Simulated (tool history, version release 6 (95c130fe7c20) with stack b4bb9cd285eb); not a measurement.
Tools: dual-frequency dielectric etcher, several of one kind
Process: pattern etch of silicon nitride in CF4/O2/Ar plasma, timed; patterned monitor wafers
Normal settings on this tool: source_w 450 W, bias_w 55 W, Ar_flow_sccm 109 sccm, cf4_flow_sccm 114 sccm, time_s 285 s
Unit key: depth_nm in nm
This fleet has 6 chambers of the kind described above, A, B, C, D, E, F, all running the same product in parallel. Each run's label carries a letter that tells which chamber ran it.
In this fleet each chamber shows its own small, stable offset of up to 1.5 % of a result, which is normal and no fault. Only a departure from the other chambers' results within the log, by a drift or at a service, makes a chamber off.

run	hour	source_w	bias_w	Ar_flow_sccm	cf4_flow_sccm	time_s	read-back reference wafer on the same gauge, depth_nm	depth_nm
1A	9.6	450	55	109	114	285	573.46	513.25
2D	17.9	450	55	109	114	285	572.79	518.99
3F	26.3	450	55	109	114	285	573.44	511.88
4C	36.8	450	55	109	114	285	573.55	519.55
5E	47.7	450	55	109	114	285	572.84	511.94
6B	55.4	450	55	109	137	285	573.1	522.91
7B	65	450	55	109	137	285	573.1	524.77
8A	77.1	450	55	109	137	285	573.18	519.36
9C	91.9	450	55	109	137	285	572.69	528.85
10F	100.3	450	55	109	137	285	572.45	520.96
11D	107.4	450	55	109	137	285	573.19	531.97
12E	119	450	55	109	114	285	572.6	512.26
13D	130.8	450	55	109	114	285	573.03	522.4
14F	140.9	450	55	109	114	285	573.24	513.19
# hour 141.7: chamber F: source power generator calibrated
# hour 149: chamber D: wet clean of the chamber
15C	149.4	450	55	109	114	285	573.98	521.14
16A	156.6	450	55	109	114	232.5	572.25	419.07
17B	164.7	450	55	109	114	232.5	572.98	422.39
18E	172.8	450	55	109	114	232.5	573.15	420.31
19F	183.4	450	55	109	114	232.5	573.44	416.98
# hour 190: chamber B: wet clean of the chamber
20C	197.9	450	55	109	114	232.5	573.17	424.91
21B	211.9	450	55	109	114	232.5	572.18	421.61
22E	219.7	450	55	109	114	285	573.34	519.17
23A	230.9	450	51	109	114	285	573.22	496.27
# hour 235.6: chamber A: CF4 flow controller replaced
24D	239.4	450	51	109	114	285	573.49	503.69
25D	252.6	450	51	109	114	285	572.93	505.42
26E	267.4	450	51	109	114	285	573.05	511.94
# hour 269.7: chamber E: source power generator calibrated
27F	276.2	450	51	109	114	285	572.91	499.29
28B	287.7	450	51	109	114	285	572.37	503.87
# hour 291: chamber C: Ar flow controller replaced
29C	296.7	500	59	109	114	285	572.89	584.91
30A	310	500	59	109	114	285	572.79	576.44
31F	317.7	500	59	109	114	285	573.63	579.27
# hour 321.4: chamber C: wet clean of the chamber
# hour 322: chamber C: bias power generator calibrated
32D	330.4	500	59	109	114	285	573.12	586.2
33A	339.8	500	59	109	114	285	572.6	573.27
34B	352.9	500	59	109	114	285	572.33	582.3
35C	363.5	450	55	109	114	285	572.86	521.7
# hour 374.3: chamber A: wet clean of the chamber
36E	377.1	450	55	109	114	285	572.24	534.55
37E	391.8	450	55	109	114	285	572.88	536.93
38A	400.6	450	55	109	114	285	572.67	508.89

Each of the 6 chambers runs these same settings next. Fill in every chamber's results:
39A	411.2	450	55	87	114	285		?
39B	411.2	450	55	87	114	285		?
39C	411.2	450	55	87	114	285		?
39D	411.2	450	55	87	114	285		?
39E	411.2	450	55	87	114	285		?
39F	411.2	450	55	87	114	285		?

run	depth_nm
39A	525.15
39B	531.54
39C	533.49
39D	531.08
39E	549.63
39F	526.45
